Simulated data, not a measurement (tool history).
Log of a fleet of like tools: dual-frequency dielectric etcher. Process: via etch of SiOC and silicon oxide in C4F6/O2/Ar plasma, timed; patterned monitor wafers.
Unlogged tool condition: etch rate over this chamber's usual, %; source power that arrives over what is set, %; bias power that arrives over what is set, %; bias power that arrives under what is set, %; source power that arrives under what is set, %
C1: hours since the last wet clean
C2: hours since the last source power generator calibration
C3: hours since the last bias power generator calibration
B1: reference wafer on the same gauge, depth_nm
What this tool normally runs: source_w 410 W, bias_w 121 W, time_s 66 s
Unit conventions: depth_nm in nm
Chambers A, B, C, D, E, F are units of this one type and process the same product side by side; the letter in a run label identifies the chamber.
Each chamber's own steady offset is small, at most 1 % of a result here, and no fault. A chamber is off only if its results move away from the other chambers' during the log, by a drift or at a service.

Run 1A, hour 6.5: usual settings; C1 345.8; C2 4357.9; C3 364.6; B1 61.796. Result: depth_nm 67.207 nm.
At hour 7.4: chamber E: wet clean of the chamber.
Run 2E, hour 9.9: usual settings; C1 2.6; C2 3618.8; C3 4189.3; B1 61.718. Result: depth_nm 66.602 nm.
Run 3B, hour 13.8: usual settings; C1 93.9; C2 1509.5; C3 1826.7; B1 61.713. Result: depth_nm 66.451 nm.
Run 4F, hour 18.2: usual settings; C1 432; C2 97.5; C3 1067.3; B1 61.723. Result: depth_nm 66.624 nm.
Run 5C, hour 24.8: usual settings; C1 128.2; C2 1993.2; C3 417.8; B1 61.816. Result: depth_nm 66.368 nm.
Run 6D, hour 27.9: usual settings but bias_w 149 W, time_s 83.5 s; C1 169.3; C2 503.9; C3 1979.1; B1 61.841. Result: depth_nm 89.503 nm.
Run 7E, hour 31.9: usual settings but bias_w 149 W, time_s 83.5 s; C1 24.6; C2 3640.8; C3 4211.3; B1 61.851. Result: depth_nm 89.527 nm.
Run 8F, hour 37.9: usual settings but bias_w 149 W, time_s 83.5 s; C1 451.7; C2 117.2; C3 1087; B1 61.814. Result: depth_nm 89.965 nm.
Run 9C, hour 44.7: usual settings but bias_w 149 W, time_s 83.5 s; C1 148.1; C2 2013.1; C3 437.7; B1 61.811. Result: depth_nm 90.352 nm.
Run 10D, hour 49.8: usual settings but bias_w 149 W, time_s 83.5 s; C1 191.2; C2 525.8; C3 2001; B1 61.752. Result: depth_nm 89.172 nm.
Run 11A, hour 54.4: usual settings but bias_w 149 W, time_s 83.5 s; C1 393.7; C2 4405.8; C3 412.5; B1 61.772. Result: depth_nm 90.507 nm.
Run 12B, hour 59.5: usual settings but bias_w 97 W, time_s 58.5 s; C1 139.6; C2 1555.2; C3 1872.4; B1 61.82. Result: depth_nm 55.213 nm.
Run 13C, hour 64.2: usual settings but bias_w 97 W, time_s 58.5 s; C1 167.6; C2 2032.6; C3 457.2; B1 61.765. Result: depth_nm 55.154 nm.
Run 14B, hour 68.1: usual settings but bias_w 97 W, time_s 58.5 s; C1 148.2; C2 1563.8; C3 1881; B1 61.872. Result: depth_nm 54.931 nm.
Run 15F, hour 71.9: usual settings but bias_w 97 W, time_s 58.5 s; C1 485.7; C2 151.2; C3 1121; B1 61.845. Result: depth_nm 55.294 nm.
Run 16E, hour 78.1: usual settings but bias_w 97 W, time_s 58.5 s; C1 70.8; C2 3687; C3 4257.5; B1 61.755. Result: depth_nm 55.536 nm.
Run 17A, hour 82.5: usual settings but bias_w 97 W, time_s 58.5 s; C1 421.8; C2 4433.9; C3 440.6; B1 61.744. Result: depth_nm 56.624 nm.
Run 18D, hour 87.1: usual settings; C1 228.5; C2 563.1; C3 2038.3; B1 61.768. Result: depth_nm 66.111 nm.
Run 19C, hour 94: usual settings; C1 197.4; C2 2062.4; C3 487; B1 61.743. Result: depth_nm 66.669 nm.
Run 20F, hour 98.5: usual settings but time_s 85 s; C1 512.3; C2 177.8; C3 1147.6; B1 61.851. Result: depth_nm 85.084 nm.
Run 21B, hour 101.6: usual settings but time_s 85 s; C1 181.7; C2 1597.3; C3 1914.5; B1 61.799. Result: depth_nm 84.916 nm.
Run 22D, hour 107.3: usual settings but time_s 85 s; C1 248.7; C2 583.3; C3 2058.5; B1 61.804. Result: depth_nm 83.893 nm.
Run 23A, hour 111.4: usual settings but time_s 85 s; C1 450.7; C2 4462.8; C3 469.5; B1 61.707. Result: depth_nm 86.83 nm.
Run 24E, hour 116.4: usual settings but time_s 85 s; C1 109.1; C2 3725.3; C3 4295.8; B1 61.814. Result: depth_nm 85.095 nm.
Run 25A, hour 122.2: usual settings but time_s 85 s; C1 461.5; C2 4473.6; C3 480.3; B1 61.785. Result: depth_nm 86.227 nm.
Run 26F, hour 128: usual settings; C1 541.8; C2 207.3; C3 1177.1; B1 61.789. Result: depth_nm 66.433 nm.
At hour 130: chamber F: wet clean of the chamber.
Run 27E, hour 131.1: usual settings; C1 123.8; C2 3740; C3 4310.5; B1 61.847. Result: depth_nm 66.496 nm.
Run 28C, hour 137.7: usual settings; C1 241.1; C2 2106.1; C3 530.7; B1 61.824. Result: depth_nm 67.109 nm.
Run 29B, hour 141.6: usual settings but bias_w 134 W, time_s 74.5 s; C1 221.7; C2 1637.3; C3 1954.5; B1 61.774. Result: depth_nm 77.231 nm.
Run 30D, hour 148: usual settings but bias_w 134 W, time_s 74.5 s; C1 289.4; C2 624; C3 2099.2; B1 61.838. Result: depth_nm 76.454 nm.
Run 31C, hour 152.5: usual settings but bias_w 134 W, time_s 74.5 s; C1 255.9; C2 2120.9; C3 545.5; B1 61.774. Result: depth_nm 77.178 nm.
At hour 152.6: chamber A: wet clean of the chamber.
Run 32B, hour 158.9: usual settings but bias_w 134 W, time_s 74.5 s; C1 239; C2 1654.6; C3 1971.8; B1 61.813. Result: depth_nm 77.767 nm.
Run 33E, hour 165: usual settings but bias_w 134 W, time_s 74.5 s; C1 157.7; C2 3773.9; C3 4344.4; B1 61.801. Result: depth_nm 77.353 nm.
Run 34A, hour 170.2: usual settings but bias_w 134 W, time_s 74.5 s; C1 17.6; C2 4521.6; C3 528.3; B1 61.739. Result: depth_nm 78.557 nm.
Run 35F, hour 175.1: usual settings; C1 45.1; C2 254.4; C3 1224.2; B1 61.731. Result: depth_nm 66.528 nm.
Run 36D, hour 180: usual settings; C1 321.4; C2 656; C3 2131.2; B1 61.828. Result: depth_nm 65.537 nm.
Run 37A, hour 183.2: usual settings; C1 30.6; C2 4534.6; C3 541.3; B1 61.772. Result: depth_nm 67.014 nm.
Run 38F, hour 189.8: usual settings but bias_w 130 W; C1 59.8; C2 269.1; C3 1238.9; B1 61.719. Result: depth_nm 67.962 nm.
Run 39C, hour 193.5: usual settings but bias_w 130 W; C1 296.9; C2 2161.9; C3 586.5; B1 61.77. Result: depth_nm 68.083 nm.
Run 40D, hour 198.9: usual settings but bias_w 130 W; C1 340.3; C2 674.9; C3 2150.1; B1 61.812. Result: depth_nm 67.426 nm.
Run 41E, hour 205: usual settings but bias_w 130 W; C1 197.7; C2 3813.9; C3 4384.4; B1 61.755. Result: depth_nm 67.426 nm.
Run 42B, hour 211.9: usual settings but bias_w 130 W; C1 292; C2 1707.6; C3 2024.8; B1 61.802. Result: depth_nm 67.536 nm.

Predict what each chamber gives when all 6 of them run the settings below next.
Run 43A, hour 216.9: usual settings. Result: depth_nm ?.
Run 43B, hour 216.9: usual settings. Result: depth_nm ?.
Run 43C, hour 216.9: usual settings. Result: depth_nm ?.
Run 43D, hour 216.9: usual settings. Result: depth_nm ?.
Run 43E, hour 216.9: usual settings. Result: depth_nm ?.
Run 43F, hour 216.9: usual settings. Result: depth_nm ?.

run  depth_nm
43A     67.12
43B    66.005
43C    66.154
43D    66.282
43E    66.351
43F    66.675

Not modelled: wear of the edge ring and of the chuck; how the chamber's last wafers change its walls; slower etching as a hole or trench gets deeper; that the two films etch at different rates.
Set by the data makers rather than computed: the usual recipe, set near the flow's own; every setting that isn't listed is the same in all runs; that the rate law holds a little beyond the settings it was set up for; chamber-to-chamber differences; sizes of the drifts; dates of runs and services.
